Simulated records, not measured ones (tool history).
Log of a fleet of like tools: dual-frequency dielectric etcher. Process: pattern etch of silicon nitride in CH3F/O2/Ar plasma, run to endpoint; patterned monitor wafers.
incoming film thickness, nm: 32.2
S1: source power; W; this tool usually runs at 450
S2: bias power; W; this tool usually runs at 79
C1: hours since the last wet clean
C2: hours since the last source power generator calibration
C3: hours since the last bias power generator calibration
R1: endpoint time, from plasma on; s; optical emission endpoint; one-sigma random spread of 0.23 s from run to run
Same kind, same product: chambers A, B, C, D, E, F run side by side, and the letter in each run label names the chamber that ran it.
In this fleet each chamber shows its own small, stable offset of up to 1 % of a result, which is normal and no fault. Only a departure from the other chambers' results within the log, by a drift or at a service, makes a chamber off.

run,hour,S1,S2,C1,C2,C3,R1
1E,10.9,450,79,185.1,2428.2,839.7,43.402
2F,17.3,450,79,121.8,3375.9,1154,42.735
3C,25.4,450,79,148.4,164.2,399.4,43.332
4B,35,450,79,75.8,1897.6,2165.6,43.453
# hour 39: chamber A: bias power generator calibrated
5D,40.9,450,79,56.6,839.7,565.6,42.898
6A,46.2,450,79,237,885.1,7.2,42.845
7F,51.7,520,79,156.2,3410.3,1188.4,40.528
8E,63.5,520,79,237.7,2480.8,892.3,41.297
# hour 65.3: chamber B: bias power generator calibrated
9B,72.7,520,79,113.5,1935.3,7.5,41.109
10A,83.6,520,79,274.4,922.5,44.6,41.227
11C,90.4,520,79,213.4,229.2,464.4,40.861
12D,99.2,520,79,114.9,898,623.9,40.747
# hour 101.8: chamber F: source power generator calibrated
13B,108.9,450,79,149.7,1971.5,43.7,43.689
14C,119.9,510,61,242.9,258.7,493.9,44.844
15A,125.6,510,61,316.4,964.5,86.6,45.051
16E,130.9,510,61,305.1,2548.2,959.7,45.114
17F,141.1,510,61,245.6,39.4,1277.8,45.018
18D,149.1,510,61,164.8,947.9,673.8,44.166
19E,158.6,510,61,332.8,2575.9,987.4,45.083
20B,167.1,450,79,207.9,2029.7,101.9,43.537
21D,173,450,79,188.7,971.8,697.7,42.746
22A,179.1,450,79,369.9,1018,140.1,43.479
23C,189.7,450,79,312.7,328.5,563.7,43.306
24F,200.7,450,79,305.2,99,1337.4,43.007
# hour 202.6: chamber C: wet clean of the chamber
# hour 209.9: chamber F: wet clean of the chamber
25E,212.2,350,79,386.4,2629.5,1041,47.65
26F,222.8,350,79,13,121.1,1359.5,47.272
# hour 227.5: chamber A: wet clean of the chamber
27B,230.5,350,79,271.3,2093.1,165.3,47.403
28A,242.3,350,79,14.8,1081.2,203.3,47.986
29D,249.2,350,79,264.9,1048,773.9,47.407
30C,258.2,350,79,55.7,397,632.2,47.825
31D,263.7,450,79,279.4,1062.5,788.4,42.946
32B,271.5,450,79,312.3,2134.1,206.3,43.496
33A,281.5,450,79,54,1120.4,242.5,43.157
34C,292.4,450,79,89.9,431.2,666.4,43.479
35E,299.4,450,79,473.6,2716.7,1128.2,43.455
36F,310.7,450,79,100.9,209,1447.4,42.98
37B,318,450,86,358.8,2180.6,252.8,42.005
38F,327.9,450,86,118.1,226.2,1464.6,41.55
39D,337.6,450,86,353.3,1136.4,862.3,42.051
40A,343.6,450,86,116.1,1182.5,304.6,41.862
41E,351.2,450,86,525.4,2768.5,1180,41.943
42C,360.6,450,86,158.1,499.4,734.6,41.601

Has any chamber moved away from the others, gradually or after a service, or does the common gauge drift, or do the chambers differ only by their own small steady offsets? State the chamber and the most likely cause if one applies.

Beyond each chamber's small constant offset nothing stands out, and the gauge stays steady.
